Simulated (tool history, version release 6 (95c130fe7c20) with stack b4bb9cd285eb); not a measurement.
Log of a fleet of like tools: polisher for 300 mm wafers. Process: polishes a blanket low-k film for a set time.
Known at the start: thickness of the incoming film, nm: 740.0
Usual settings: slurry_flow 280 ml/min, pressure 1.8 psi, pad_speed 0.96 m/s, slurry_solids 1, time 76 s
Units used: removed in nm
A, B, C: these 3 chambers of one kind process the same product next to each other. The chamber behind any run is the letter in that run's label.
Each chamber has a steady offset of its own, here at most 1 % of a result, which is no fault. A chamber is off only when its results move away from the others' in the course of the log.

run,hour,slurry_flow,pressure,pad_speed,slurry_solids,time,removed
# hour 2.2: chamber B: slurry blender recalibrated
1A,7.1,280,1.8,0.96,1,76,30.535
# hour 12.8: chamber B: conditioning disc replaced and pad reconditioned
2C,16,280,1.8,0.96,1,76,29.377
# hour 21.8: chamber A: worn pad replaced by a new one
3B,26.8,280,1.8,0.96,1,76,30.434
# hour 28.5: chamber B: worn pad replaced by a new one
# hour 40.4: chamber B: slurry nozzle cleaned
4C,40.7,280,1.8,0.96,1,76,29.922
5A,47.9,280,1.8,0.96,1,76,30.597
# hour 54: chamber C: slurry nozzle cleaned
# hour 58.5: chamber C: worn pad replaced by a new one
6B,60.1,280,1.8,0.96,1,76,30.398
# hour 60.8: chamber A: slurry nozzle cleaned
# hour 72.9: chamber B: head pressure recalibrated
# hour 74: chamber A: worn pad replaced by a new one
7B,74.2,280,1.8,0.96,1,76,33.478
# hour 83.4: chamber B: worn pad replaced by a new one
8C,86.2,280,1.8,0.96,1,76,29.13
9A,100.9,280,1.8,0.96,1,98,38.672
# hour 103: chamber A: conditioning disc replaced and pad reconditioned
10B,109.3,280,1.8,0.96,1,98,43.405
11A,121,280,1.8,0.96,1,98,38.482
# hour 126: chamber C: worn pad replaced by a new one
12C,128.7,280,1.8,0.96,1,76,30.424
# hour 130.4: chamber B: worn pad replaced by a new one
# hour 132.1: chamber A: worn pad replaced by a new one
13B,141.5,280,1.4,0.96,1,76,24.885
14A,149.6,280,1.4,0.96,1,76,23.725
15C,163.3,280,1.4,0.96,1,76,23.205
16B,171.3,280,1.8,0.96,1,76,33.159
# hour 174.3: chamber B: worn pad replaced by a new one
# hour 178.6: chamber A: worn pad replaced by a new one
17A,182.5,280,1.8,0.96,1,76,30.58
# hour 190.9: chamber C: worn pad replaced by a new one
18C,191.8,280,2.2,0.96,1,76,36.19
# hour 192.8: chamber C: slurry blender recalibrated
19A,205.5,280,2.2,0.96,1,76,37.326
20B,214.6,280,2.2,0.96,1,76,41.501
21C,223.9,280,1.8,0.96,1,76,30.219
22C,230.7,280,1.6,0.96,1,76,26.785

Has any chamber moved away from the others, gradually or after a service, or does the common gauge drift, or do the chambers differ only by their own small steady offsets? State the chamber and the most likely cause if one applies.

The work done on chamber B during a service left it standing apart from the others.
Cause: head's pressure above its setpoint, % = 11.2.

Chamber B could run next with any of the 4 candidate recipes listed below; each alters the usual settings, and their results appear as question marks. Which one brings its results back in line with what the other chambers deliver on the usual settings?
A result is in line if it is within this distance of the other chambers' mean on the usual settings: removed 1.3 nm
23B-1,241.8,280,1.9,1,1,76,?
23B-2,241.8,280,1.9,1.02,1.05,82,?
23B-3,241.8,280,1.7,0.94,1,73,?
23B-4,241.8,280,1.8,0.96,1,63,?

Mean of the other chambers on the usual settings: removed 29.993 nm
run,removed
23B-1,36.267
23B-2,40.655
23B-3,29.593
23B-4,27.532
It is 23B-3 that realigns the chamber with its peers.
